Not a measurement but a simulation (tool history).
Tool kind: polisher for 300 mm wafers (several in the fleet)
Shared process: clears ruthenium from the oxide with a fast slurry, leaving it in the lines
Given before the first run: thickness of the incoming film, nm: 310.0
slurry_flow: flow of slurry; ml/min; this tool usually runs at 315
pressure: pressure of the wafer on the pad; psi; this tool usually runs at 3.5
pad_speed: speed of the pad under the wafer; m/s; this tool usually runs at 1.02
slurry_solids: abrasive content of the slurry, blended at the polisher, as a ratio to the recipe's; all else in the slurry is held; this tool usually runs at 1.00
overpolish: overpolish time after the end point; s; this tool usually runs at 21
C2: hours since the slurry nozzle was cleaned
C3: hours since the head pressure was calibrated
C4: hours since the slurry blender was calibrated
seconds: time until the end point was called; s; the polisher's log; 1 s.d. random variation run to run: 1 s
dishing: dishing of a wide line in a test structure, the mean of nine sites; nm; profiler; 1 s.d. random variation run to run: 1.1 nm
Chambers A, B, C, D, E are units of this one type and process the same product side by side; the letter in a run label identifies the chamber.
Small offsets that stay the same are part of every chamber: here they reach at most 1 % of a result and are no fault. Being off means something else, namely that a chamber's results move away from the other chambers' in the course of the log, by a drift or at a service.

run 1A hour=8.4 | slurry_flow=315 pressure=3.5 pad_speed=1.02 slurry_solids=1.00 overpolish=21 | wafers_polished_on_this_pad=885 C2=261.7 C3=78.8 C4=308.8 | seconds=61.463 dishing=73.943
-- hour=13.9 chamber E: slurry blender recalibrated
-- hour=17.0 chamber B: worn pad replaced by a new one
run 2E hour=19.0 | slurry_flow=315 pressure=3.5 pad_speed=1.02 slurry_solids=1.00 overpolish=21 | wafers_polished_on_this_pad=1265 C2=478.1 C3=116.6 C4=5.1 | seconds=59.896 dishing=78.412
-- hour=21.9 chamber E: worn pad replaced by a new one
run 3C hour=26.4 | slurry_flow=315 pressure=3.5 pad_speed=1.02 slurry_solids=1.00 overpolish=21 | wafers_polished_on_this_pad=684 C2=546.1 C3=601.3 C4=328.4 | seconds=58.733 dishing=78.029
run 4D hour=31.3 | slurry_flow=315 pressure=3.5 pad_speed=1.02 slurry_solids=1.00 overpolish=21 | wafers_polished_on_this_pad=556 C2=276.9 C3=1248.0 C4=46.1 | seconds=59.600 dishing=78.577
-- hour=34.3 chamber A: slurry nozzle cleaned
run 5B hour=36.8 | slurry_flow=315 pressure=3.5 pad_speed=1.02 slurry_solids=1.00 overpolish=32 | wafers_polished_on_this_pad=280 C2=323.9 C3=747.3 C4=294.5 | seconds=60.157 dishing=105.050
-- hour=37.4 chamber E: slurry nozzle cleaned
-- hour=40.7 chamber C: worn pad replaced by a new one
run 6E hour=44.4 | slurry_flow=315 pressure=3.5 pad_speed=1.02 slurry_solids=1.00 overpolish=32 | wafers_polished_on_this_pad=318 C2=7.1 C3=142.0 C4=30.5 | seconds=59.913 dishing=104.330
-- hour=45.7 chamber A: worn pad replaced by a new one
-- hour=49.3 chamber D: slurry nozzle cleaned
run 7C hour=53.8 | slurry_flow=315 pressure=3.5 pad_speed=1.02 slurry_solids=1.00 overpolish=32 | wafers_polished_on_this_pad=186 C2=573.5 C3=628.7 C4=355.8 | seconds=60.972 dishing=104.210
-- hour=59.0 chamber D: head pressure recalibrated
run 8B hour=62.2 | slurry_flow=315 pressure=3.5 pad_speed=1.02 slurry_solids=1.00 overpolish=32 | wafers_polished_on_this_pad=638 C2=349.3 C3=772.7 C4=319.9 | seconds=60.028 dishing=104.650
run 9A hour=69.0 | slurry_flow=315 pressure=3.5 pad_speed=1.02 slurry_solids=1.00 overpolish=32 | wafers_polished_on_this_pad=329 C2=34.8 C3=139.4 C4=369.4 | seconds=61.704 dishing=104.760
-- hour=71.7 chamber D: worn pad replaced by a new one
run 10D hour=76.2 | slurry_flow=315 pressure=3.5 pad_speed=1.02 slurry_solids=1.00 overpolish=21 | wafers_polished_on_this_pad=64 C2=27.0 C3=17.3 C4=91.0 | seconds=62.873 dishing=77.247
-- hour=80.3 chamber C: slurry blender recalibrated
-- hour=81.4 chamber A: slurry blender recalibrated
run 11D hour=82.3 | slurry_flow=315 pressure=3.5 pad_speed=1.02 slurry_solids=1.00 overpolish=21 | wafers_polished_on_this_pad=150 C2=33.1 C3=23.4 C4=97.1 | seconds=61.731 dishing=78.036
-- hour=85.9 chamber B: worn pad replaced by a new one
run 12B hour=90.7 | slurry_flow=315 pressure=3.5 pad_speed=1.02 slurry_solids=1.30 overpolish=16 | wafers_polished_on_this_pad=68 C2=377.8 C3=801.2 C4=348.4 | seconds=53.125 dishing=68.060
run 13A hour=99.8 | slurry_flow=315 pressure=3.5 pad_speed=1.02 slurry_solids=1.30 overpolish=16 | wafers_polished_on_this_pad=764 C2=65.6 C3=170.2 C4=18.4 | seconds=54.458 dishing=67.517
-- hour=107.1 chamber C: worn pad replaced by a new one
run 14E hour=108.7 | slurry_flow=315 pressure=3.5 pad_speed=1.02 slurry_solids=1.30 overpolish=16 | wafers_polished_on_this_pad=1225 C2=71.4 C3=206.3 C4=94.8 | seconds=54.620 dishing=66.610
-- hour=112.3 chamber B: slurry blender recalibrated
-- hour=115.8 chamber E: worn pad replaced by a new one
run 15C hour=118.1 | slurry_flow=315 pressure=3.5 pad_speed=1.02 slurry_solids=1.30 overpolish=16 | wafers_polished_on_this_pad=155 C2=637.8 C3=693.0 C4=37.8 | seconds=54.340 dishing=65.903
run 16A hour=124.3 | slurry_flow=315 pressure=3.5 pad_speed=1.02 slurry_solids=1.30 overpolish=16 | wafers_polished_on_this_pad=1110 C2=90.1 C3=194.7 C4=42.9 | seconds=54.823 dishing=66.595
run 17D hour=130.7 | slurry_flow=315 pressure=3.5 pad_speed=1.02 slurry_solids=1.00 overpolish=21 | wafers_polished_on_this_pad=833 C2=81.5 C3=71.8 C4=145.5 | seconds=62.706 dishing=75.774
run 18C hour=140.6 | slurry_flow=415 pressure=3.5 pad_speed=1.02 slurry_solids=1.30 overpolish=21 | wafers_polished_on_this_pad=472 C2=660.3 C3=715.5 C4=60.3 | seconds=52.925 dishing=83.656
-- hour=144.0 chamber D: worn pad replaced by a new one
-- hour=150.2 chamber B: worn pad replaced by a new one
run 19B hour=150.3 | slurry_flow=415 pressure=3.5 pad_speed=1.02 slurry_solids=1.30 overpolish=21 | wafers_polished_on_this_pad=1 C2=437.4 C3=860.8 C4=38.1 | seconds=53.015 dishing=86.596
-- hour=153.6 chamber A: worn pad replaced by a new one
run 20E hour=160.2 | slurry_flow=415 pressure=3.5 pad_speed=1.02 slurry_solids=1.30 overpolish=21 | wafers_polished_on_this_pad=626 C2=122.9 C3=257.8 C4=146.3 | seconds=54.263 dishing=84.749
-- hour=166.8 chamber C: worn pad replaced by a new one
run 21D hour=167.0 | slurry_flow=415 pressure=3.5 pad_speed=1.02 slurry_solids=1.30 overpolish=21 | wafers_polished_on_this_pad=325 C2=117.8 C3=108.1 C4=181.8 | seconds=53.646 dishing=83.688
run 22A hour=172.9 | slurry_flow=415 pressure=3.5 pad_speed=1.02 slurry_solids=1.30 overpolish=21 | wafers_polished_on_this_pad=272 C2=138.7 C3=243.3 C4=91.5 | seconds=53.525 dishing=80.975
run 23C hour=181.2 | slurry_flow=315 pressure=3.5 pad_speed=1.02 slurry_solids=1.00 overpolish=21 | wafers_polished_on_this_pad=203 C2=700.9 C3=756.1 C4=100.9 | seconds=62.889 dishing=74.249
-- hour=185.2 chamber C: slurry nozzle cleaned
run 24E hour=191.0 | slurry_flow=315 pressure=3.5 pad_speed=1.02 slurry_solids=1.00 overpolish=21 | wafers_polished_on_this_pad=1061 C2=153.7 C3=288.6 C4=177.1 | seconds=60.027 dishing=76.997
run 25B hour=198.0 | slurry_flow=315 pressure=3.5 pad_speed=1.02 slurry_solids=1.00 overpolish=21 | wafers_polished_on_this_pad=674 C2=485.1 C3=908.5 C4=85.8 | seconds=59.836 dishing=78.235
-- hour=201.9 chamber E: worn pad replaced by a new one
-- hour=205.8 chamber B: worn pad replaced by a new one
run 26D hour=206.2 | slurry_flow=315 pressure=3.5 pad_speed=1.02 slurry_solids=1.00 overpolish=21 | wafers_polished_on_this_pad=878 C2=157.0 C3=147.3 C4=221.0 | seconds=62.110 dishing=75.253
-- hour=209.6 chamber B: head pressure recalibrated
run 27C hour=215.4 | slurry_flow=315 pressure=3.5 pad_speed=1.02 slurry_solids=1.00 overpolish=21 | wafers_polished_on_this_pad=686 C2=30.3 C3=790.3 C4=135.1 | seconds=60.962 dishing=75.973
run 28A hour=224.3 | slurry_flow=420 pressure=3.5 pad_speed=1.02 slurry_solids=1.10 overpolish=21 | wafers_polished_on_this_pad=998 C2=190.1 C3=294.7 C4=142.9 | seconds=60.614 dishing=75.504
-- hour=226.3 chamber E: slurry blender recalibrated
-- hour=229.3 chamber D: worn pad replaced by a new one
run 29E hour=231.9 | slurry_flow=420 pressure=3.5 pad_speed=1.02 slurry_solids=1.10 overpolish=21 | wafers_polished_on_this_pad=423 C2=194.6 C3=329.5 C4=5.7 | seconds=56.448 dishing=80.561
-- hour=238.2 chamber C: worn pad replaced by a new one
run 30B hour=240.1 | slurry_flow=420 pressure=3.5 pad_speed=1.02 slurry_solids=1.10 overpolish=21 | wafers_polished_on_this_pad=485 C2=527.2 C3=30.5 C4=127.9 | seconds=57.978 dishing=82.312
-- hour=245.1 chamber A: worn pad replaced by a new one
run 31E hour=246.8 | slurry_flow=420 pressure=3.5 pad_speed=1.02 slurry_solids=1.10 overpolish=21 | wafers_polished_on_this_pad=634 C2=209.5 C3=344.4 C4=20.6 | seconds=56.927 dishing=81.672
run 32C hour=253.9 | slurry_flow=420 pressure=3.5 pad_speed=1.02 slurry_solids=1.10 overpolish=21 | wafers_polished_on_this_pad=222 C2=68.8 C3=828.8 C4=173.6 | seconds=58.151 dishing=77.835
run 33D hour=262.0 | slurry_flow=315 pressure=3.5 pad_speed=1.02 slurry_solids=1.00 overpolish=21 | wafers_polished_on_this_pad=462 C2=212.8 C3=203.1 C4=276.8 | seconds=62.188 dishing=75.908
run 34A hour=267.9 | slurry_flow=315 pressure=3.5 pad_speed=1.02 slurry_solids=1.25 overpolish=25 | wafers_polished_on_this_pad=322 C2=233.7 C3=338.3 C4=186.5 | seconds=58.920 dishing=85.062
-- hour=268.4 chamber B: worn pad replaced by a new one
-- hour=273.3 chamber D: slurry blender recalibrated
run 35B hour=275.2 | slurry_flow=315 pressure=3.5 pad_speed=1.02 slurry_solids=1.25 overpolish=25 | wafers_polished_on_this_pad=96 C2=562.3 C3=65.6 C4=163.0 | seconds=56.781 dishing=94.025
-- hour=281.4 chamber E: worn pad replaced by a new one
run 36B hour=283.0 | slurry_flow=315 pressure=3.5 pad_speed=1.02 slurry_solids=1.25 overpolish=25 | wafers_polished_on_this_pad=206 C2=570.1 C3=73.4 C4=170.8 | seconds=54.292 dishing=96.039
run 37C hour=290.0 | slurry_flow=315 pressure=3.5 pad_speed=1.02 slurry_solids=1.25 overpolish=25 | wafers_polished_on_this_pad=731 C2=104.9 C3=864.9 C4=209.7 | seconds=56.564 dishing=94.516
run 38A hour=297.6 | slurry_flow=315 pressure=3.5 pad_speed=1.02 slurry_solids=1.25 overpolish=25 | wafers_polished_on_this_pad=741 C2=263.4 C3=368.0 C4=216.2 | seconds=60.897 dishing=85.573
-- hour=299.3 chamber D: worn pad replaced by a new one
run 39E hour=307.2 | slurry_flow=315 pressure=3.5 pad_speed=1.02 slurry_solids=1.00 overpolish=21 | wafers_polished_on_this_pad=364 C2=269.9 C3=404.8 C4=81.0 | seconds=60.781 dishing=78.044
run 40D hour=316.7 | slurry_flow=315 pressure=2.8 pad_speed=1.34 slurry_solids=1.00 overpolish=21 | wafers_polished_on_this_pad=245 C2=267.5 C3=257.8 C4=43.5 | seconds=57.304 dishing=79.494

Decide between three cases: one chamber stands off from its peers, the gauge reading all wafers drifts, or nothing is wrong past each chamber's small offset. Where a chamber is off, say which and what most likely put it there.

Chamber A drifts away from the others.
Most likely cause: head's pressure below its setpoint, % = 11.4.
It could be hard to tell apart here from: abrasive missing from the slurry, %.

Chamber A could run next with any of the 4 candidate recipes listed below; each alters the usual settings, and their results appear as question marks. Which one brings its results back in line with what the other chambers deliver on the usual settings?
Allowed miss from the other chambers' usual-settings mean, per result, to count as in line: seconds 3.500 s; dishing 4.000 nm
run 41A-1 hour=324.4 | slurry_flow=320 pressure=4.0 pad_speed=1.16 slurry_solids=1.05 overpolish=21 | seconds=? dishing=?
run 41A-2 hour=324.4 | slurry_flow=315 pressure=3.3 pad_speed=0.96 slurry_solids=1.00 overpolish=21 | seconds=? dishing=?
run 41A-3 hour=324.4 | slurry_flow=310 pressure=3.1 pad_speed=0.88 slurry_solids=0.95 overpolish=21 | seconds=? dishing=?
run 41A-4 hour=324.4 | slurry_flow=315 pressure=3.7 pad_speed=1.08 slurry_solids=1.00 overpolish=21 | seconds=? dishing=?

The mean the other chambers reach with the usual settings: seconds 60.999 s; dishing 76.669 nm
run=41A-1 seconds=52.347 dishing=85.562
run=41A-2 seconds=78.571 dishing=62.339
run=41A-3 seconds=93.640 dishing=53.868
run=41A-4 seconds=62.275 dishing=75.033
The answer is 41A-4, which returns the chamber to within the allowed miss of the others.
